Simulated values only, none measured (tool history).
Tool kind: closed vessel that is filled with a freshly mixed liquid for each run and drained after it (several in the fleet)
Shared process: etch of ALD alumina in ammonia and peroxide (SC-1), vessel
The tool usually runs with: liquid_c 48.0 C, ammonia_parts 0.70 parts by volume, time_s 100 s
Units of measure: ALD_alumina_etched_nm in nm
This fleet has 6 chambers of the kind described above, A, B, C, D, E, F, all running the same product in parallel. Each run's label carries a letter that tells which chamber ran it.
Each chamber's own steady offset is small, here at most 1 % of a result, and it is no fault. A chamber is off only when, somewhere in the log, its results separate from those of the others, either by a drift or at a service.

run   hour  liquid_c  ammonia_parts  time_s  hours since the thermometer was replaced  hours since the ammonia flow meter was replaced  hours since the drum of ammonia solution was connected  read-back film thickness of the ALD alumina reference wafer, read on the same gauge (nm)  ALD_alumina_etched_nm
      15.7  -- chamber E: ammonia flow meter replaced
 1E   16.5      48.0           0.70     100                                     499.7                                              0.8                                                    86.0                                                                                    69.999                 5.0722
 2C   27.2      48.0           0.70     100                                    1880.7                                            677.6                                                   666.8                                                                                    69.951                 5.0706
 3D   43.3      48.0           0.70     100                                     744.6                                           1750.6                                                   298.2                                                                                    69.973                 5.1008
      49.5  -- chamber B: thermometer replaced
 4B   53.4      48.0           0.70     100                                       4.0                                            198.9                                                    54.1                                                                                    70.007                 5.0752
 5F   63.8      48.0           0.70     100                                     216.3                                            939.6                                                   295.1                                                                                    69.976                 5.0958
 6A   73.8      48.0           0.70     100                                     535.0                                            837.7                                                   267.0                                                                                    69.970                 5.0874
      79.7  -- chamber A: new drum of ammonia solution connected
 7E   88.3      48.0           0.70     100                                     571.5                                             72.6                                                   157.8                                                                                    69.995                 5.1230
 8F  102.3      48.0           0.70     100                                     254.8                                            978.1                                                   333.6                                                                                    69.988                 5.1603
 9D  114.0      48.0           0.70     100                                     815.3                                           1821.3                                                   368.9                                                                                    69.975                 4.9900
10A  127.5      48.0           0.70     100                                     588.7                                            891.4                                                    47.9                                                                                    69.995                 5.1510
11C  136.8      48.0           0.70     100                                    1990.3                                            787.2                                                   776.4                                                                                    69.941                 5.0866
12B  152.3      48.0           0.70     100                                     102.9                                            297.8                                                   153.0                                                                                    69.967                 5.1465
     160.2  -- chamber C: ammonia flow meter replaced
13D  161.4      48.0           0.70     100                                     862.7                                           1868.7                                                   416.3                                                                                    70.020                 5.0301
     167.8  -- chamber A: thermometer replaced
14A  174.0      48.0           0.70     100                                       6.2                                            937.9                                                    94.4                                                                                    70.023                 5.1350
     178.9  -- chamber C: new drum of ammonia solution connected
15B  187.9      48.0           0.70     140                                     138.5                                            333.4                                                   188.6                                                                                    69.981                 7.2497
16F  204.2      48.0           0.70     140                                     356.7                                           1080.0                                                   435.5                                                                                    69.949                 7.1220
17E  214.9      48.0           0.70     140                                     698.1                                            199.2                                                   284.4                                                                                    70.004                 7.1010
     217.5  -- chamber F: new drum of ammonia solution connected
18C  224.8      48.0           0.70     140                                    2078.3                                             64.6                                                    45.9                                                                                    70.060                 7.1967
19F  232.9      48.0           0.70     140                                     385.4                                           1108.7                                                    15.5                                                                                    69.987                 7.2354
20D  247.1      48.0           0.70     140                                     948.4                                           1954.4                                                   502.0                                                                                    70.000                 6.8792
21A  259.1      45.0           0.70      75                                      91.3                                           1023.0                                                   179.5                                                                                    69.978                 3.2644
22C  266.4      45.0           0.70      75                                    2119.9                                            106.2                                                    87.5                                                                                    70.025                 3.2234
23E  280.2      45.0           0.70      75                                     763.4                                            264.5                                                   349.7                                                                                    70.033                 3.2280
24B  289.0      45.0           0.70      75                                     239.6                                            434.5                                                   289.7                                                                                    69.983                 3.2216
25A  298.0      45.0           0.70      75                                     130.2                                           1061.9                                                   218.4                                                                                    69.999                 3.2451
26F  312.9      45.0           0.70      75                                     465.4                                           1188.7                                                    95.5                                                                                    69.950                 3.2583
27E  322.0      48.0           0.70     100                                     805.2                                            306.3                                                   391.5                                                                                    70.013                 5.1505
28C  336.5      48.0           0.70     100                                    2190.0                                            176.3                                                   157.6                                                                                    69.999                 5.0342
29D  347.3      48.0           0.70     100                                    1048.6                                           2054.6                                                   602.2                                                                                    69.995                 4.8036
30B  355.9      38.5           0.40     100                                     306.5                                            501.4                                                   356.6                                                                                    69.955                 2.8010
31E  364.4      38.5           0.40     100                                     847.6                                            348.7                                                   433.9                                                                                    70.007                 2.7391
32C  376.3      38.5           0.40     100                                    2229.8                                            216.1                                                   197.4                                                                                    69.975                 2.8083
     382.3  -- chamber A: new drum of ammonia solution connected
33B  386.3      38.5           0.40     100                                     336.9                                            531.8                                                   387.0                                                                                    70.005                 2.7937
34D  402.9      38.5           0.40     100                                    1104.2                                           2110.2                                                   657.8                                                                                    70.019                 2.5833
35A  412.0      38.5           0.40     100                                     244.2                                           1175.9                                                    29.7                                                                                    69.980                 2.7945
36F  421.7      48.0           0.70     100                                     574.2                                           1297.5                                                   204.3                                                                                    70.013                 5.1001

Each of the 6 chambers runs these same settings next. Fill in every chamber's results:
37A  433.6      48.0           0.85     100                                                                                                                                                                                                                                                                   ?
37B  433.6      48.0           0.85     100                                                                                                                                                                                                                                                                   ?
37C  433.6      48.0           0.85     100                                                                                                                                                                                                                                                                   ?
37D  433.6      48.0           0.85     100                                                                                                                                                                                                                                                                   ?
37E  433.6      48.0           0.85     100                                                                                                                                                                                                                                                                   ?
37F  433.6      48.0           0.85     100                                                                                                                                                                                                                                                                   ?

run  ALD_alumina_etched_nm
37A                 5.1881
37B                 5.1826
37C                 5.1840
37D                 4.8482
37E                 5.2277
37F                 5.2126
